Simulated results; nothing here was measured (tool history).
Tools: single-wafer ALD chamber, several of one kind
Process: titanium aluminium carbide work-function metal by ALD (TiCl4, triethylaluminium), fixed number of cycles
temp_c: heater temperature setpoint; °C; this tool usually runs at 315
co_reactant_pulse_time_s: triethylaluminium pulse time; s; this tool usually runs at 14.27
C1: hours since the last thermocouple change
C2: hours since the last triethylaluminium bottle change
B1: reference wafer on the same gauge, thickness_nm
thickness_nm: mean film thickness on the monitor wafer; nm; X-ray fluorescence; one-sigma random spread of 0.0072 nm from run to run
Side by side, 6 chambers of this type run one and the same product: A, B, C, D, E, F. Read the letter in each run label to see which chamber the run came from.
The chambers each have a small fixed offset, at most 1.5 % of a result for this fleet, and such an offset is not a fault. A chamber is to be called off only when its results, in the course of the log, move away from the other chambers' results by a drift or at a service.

Run 1F, hour 9.8: usual settings; C1 1728.5; C2 637.6; B1 2.1995. Result: thickness_nm 2.1822 nm.
Run 2E, hour 18.2: usual settings; C1 265.5; C2 73.0; B1 2.1991. Result: thickness_nm 2.1753 nm.
Run 3B, hour 23.0: usual settings; C1 2048.1; C2 205.8; B1 2.2011. Result: thickness_nm 2.1860 nm.
Run 4C, hour 30.6: usual settings; C1 1099.8; C2 514.2; B1 2.1980. Result: thickness_nm 2.1670 nm.
Run 5A, hour 38.2: usual settings but temp_c 304 °C, co_reactant_pulse_time_s 15.98 s; C1 1783.3; C2 466.2; B1 2.1985. Result: thickness_nm 2.1158 nm.
Run 6D, hour 46.4: usual settings but temp_c 304 °C, co_reactant_pulse_time_s 15.98 s; C1 1525.6; C2 1095.0; B1 2.2024. Result: thickness_nm 2.1128 nm.
At hour 46.5: chamber C: thermocouple changed; heater temperature recalibrated.
Run 7E, hour 53.4: usual settings but temp_c 304 °C, co_reactant_pulse_time_s 15.98 s; C1 300.7; C2 108.2; B1 2.1995. Result: thickness_nm 2.0806 nm.
At hour 59.2: chamber C: triethylaluminium bottle replaced.
Run 8A, hour 59.7: usual settings but temp_c 304 °C, co_reactant_pulse_time_s 15.98 s; C1 1804.8; C2 487.7; B1 2.2006. Result: thickness_nm 2.1242 nm.
Run 9C, hour 67.1: usual settings but temp_c 304 °C, co_reactant_pulse_time_s 15.98 s; C1 20.6; C2 8.0; B1 2.1999. Result: thickness_nm 2.0847 nm.
Run 10B, hour 72.1: usual settings but temp_c 304 °C, co_reactant_pulse_time_s 15.98 s; C1 2097.2; C2 254.9; B1 2.1994. Result: thickness_nm 2.0827 nm.
Run 11F, hour 77.9: usual settings; C1 1796.6; C2 705.7; B1 2.1992. Result: thickness_nm 2.1867 nm.
Run 12D, hour 82.7: usual settings; C1 1561.9; C2 1131.3; B1 2.2001. Result: thickness_nm 2.1901 nm.
Run 13E, hour 93.0: usual settings; C1 340.3; C2 147.8; B1 2.2010. Result: thickness_nm 2.1651 nm.
Run 14D, hour 103.5: usual settings; C1 1582.7; C2 1152.1; B1 2.2000. Result: thickness_nm 2.1880 nm.
Run 15B, hour 108.4: usual settings; C1 2133.5; C2 291.2; B1 2.1977. Result: thickness_nm 2.1660 nm.
Run 16A, hour 115.2: usual settings; C1 1860.3; C2 543.2; B1 2.2000. Result: thickness_nm 2.2191 nm.
At hour 120.0: chamber A: thermocouple changed; heater temperature recalibrated.
Run 17C, hour 124.3: usual settings but temp_c 303 °C, co_reactant_pulse_time_s 9.86 s; C1 77.8; C2 65.2; B1 2.2007. Result: thickness_nm 2.0096 nm.
Run 18F, hour 134.8: usual settings but temp_c 303 °C, co_reactant_pulse_time_s 9.86 s; C1 1853.5; C2 762.6; B1 2.2014. Result: thickness_nm 2.0285 nm.
Run 19B, hour 141.1: usual settings but temp_c 303 °C, co_reactant_pulse_time_s 9.86 s; C1 2166.2; C2 323.9; B1 2.1997. Result: thickness_nm 2.0221 nm.
At hour 142.5: chamber A: triethylaluminium bottle replaced.
Run 20C, hour 149.2: usual settings but temp_c 303 °C, co_reactant_pulse_time_s 9.86 s; C1 102.7; C2 90.1; B1 2.1992. Result: thickness_nm 1.9956 nm.
Run 21F, hour 156.9: usual settings but temp_c 303 °C, co_reactant_pulse_time_s 9.86 s; C1 1875.6; C2 784.7; B1 2.2003. Result: thickness_nm 2.0350 nm.
Run 22A, hour 164.5: usual settings but temp_c 303 °C, co_reactant_pulse_time_s 9.86 s; C1 44.5; C2 22.1; B1 2.2001. Result: thickness_nm 2.1100 nm.
Run 23E, hour 174.2: usual settings but temp_c 323 °C; C1 421.5; C2 229.0; B1 2.1979. Result: thickness_nm 2.2358 nm.
Run 24D, hour 180.9: usual settings but temp_c 323 °C; C1 1660.1; C2 1229.5; B1 2.2002. Result: thickness_nm 2.2722 nm.
Run 25D, hour 188.1: usual settings but temp_c 323 °C; C1 1667.3; C2 1236.7; B1 2.1988. Result: thickness_nm 2.2682 nm.
Run 26B, hour 197.7: usual settings but temp_c 323 °C; C1 2222.8; C2 380.5; B1 2.1995. Result: thickness_nm 2.2654 nm.
Run 27E, hour 203.2: usual settings but temp_c 323 °C; C1 450.5; C2 258.0; B1 2.1997. Result: thickness_nm 2.2386 nm.
Run 28F, hour 207.8: usual settings but temp_c 323 °C; C1 1926.5; C2 835.6; B1 2.1972. Result: thickness_nm 2.2666 nm.
Run 29C, hour 218.1: usual settings but temp_c 308 °C; C1 171.6; C2 159.0; B1 2.1993. Result: thickness_nm 2.1049 nm.
Run 30A, hour 227.9: usual settings but temp_c 308 °C; C1 107.9; C2 85.5; B1 2.2000. Result: thickness_nm 2.2055 nm.
Run 31E, hour 234.9: usual settings but temp_c 308 °C; C1 482.2; C2 289.7; B1 2.2015. Result: thickness_nm 2.1016 nm.
Run 32C, hour 241.9: usual settings but temp_c 308 °C; C1 195.4; C2 182.8; B1 2.2005. Result: thickness_nm 2.1053 nm.
Run 33F, hour 250.3: usual settings but temp_c 308 °C; C1 1969.0; C2 878.1; B1 2.1994. Result: thickness_nm 2.1214 nm.
Run 34B, hour 260.2: usual settings but temp_c 308 °C; C1 2285.3; C2 443.0; B1 2.2010. Result: thickness_nm 2.1109 nm.
Run 35D, hour 269.6: usual settings; C1 1748.8; C2 1318.2; B1 2.1999. Result: thickness_nm 2.2085 nm.
Run 36A, hour 277.7: usual settings but temp_c 321 °C; C1 157.7; C2 135.3; B1 2.1999. Result: thickness_nm 2.3356 nm.
Run 37C, hour 286.5: usual settings but temp_c 321 °C; C1 240.0; C2 227.4; B1 2.1993. Result: thickness_nm 2.2279 nm.

All 6 chambers run these settings next. Forecast each chamber's results:
Run 38A, hour 294.1: usual settings but co_reactant_pulse_time_s 17.37 s. Result: thickness_nm ?.
Run 38B, hour 294.1: usual settings but co_reactant_pulse_time_s 17.37 s. Result: thickness_nm ?.
Run 38C, hour 294.1: usual settings but co_reactant_pulse_time_s 17.37 s. Result: thickness_nm ?.
Run 38D, hour 294.1: usual settings but co_reactant_pulse_time_s 17.37 s. Result: thickness_nm ?.
Run 38E, hour 294.1: usual settings but co_reactant_pulse_time_s 17.37 s. Result: thickness_nm ?.
Run 38F, hour 294.1: usual settings but co_reactant_pulse_time_s 17.37 s. Result: thickness_nm ?.

run  thickness_nm
38A        2.2820
38B        2.1989
38C        2.1723
38D        2.2130
38E        2.1595
38F        2.2066
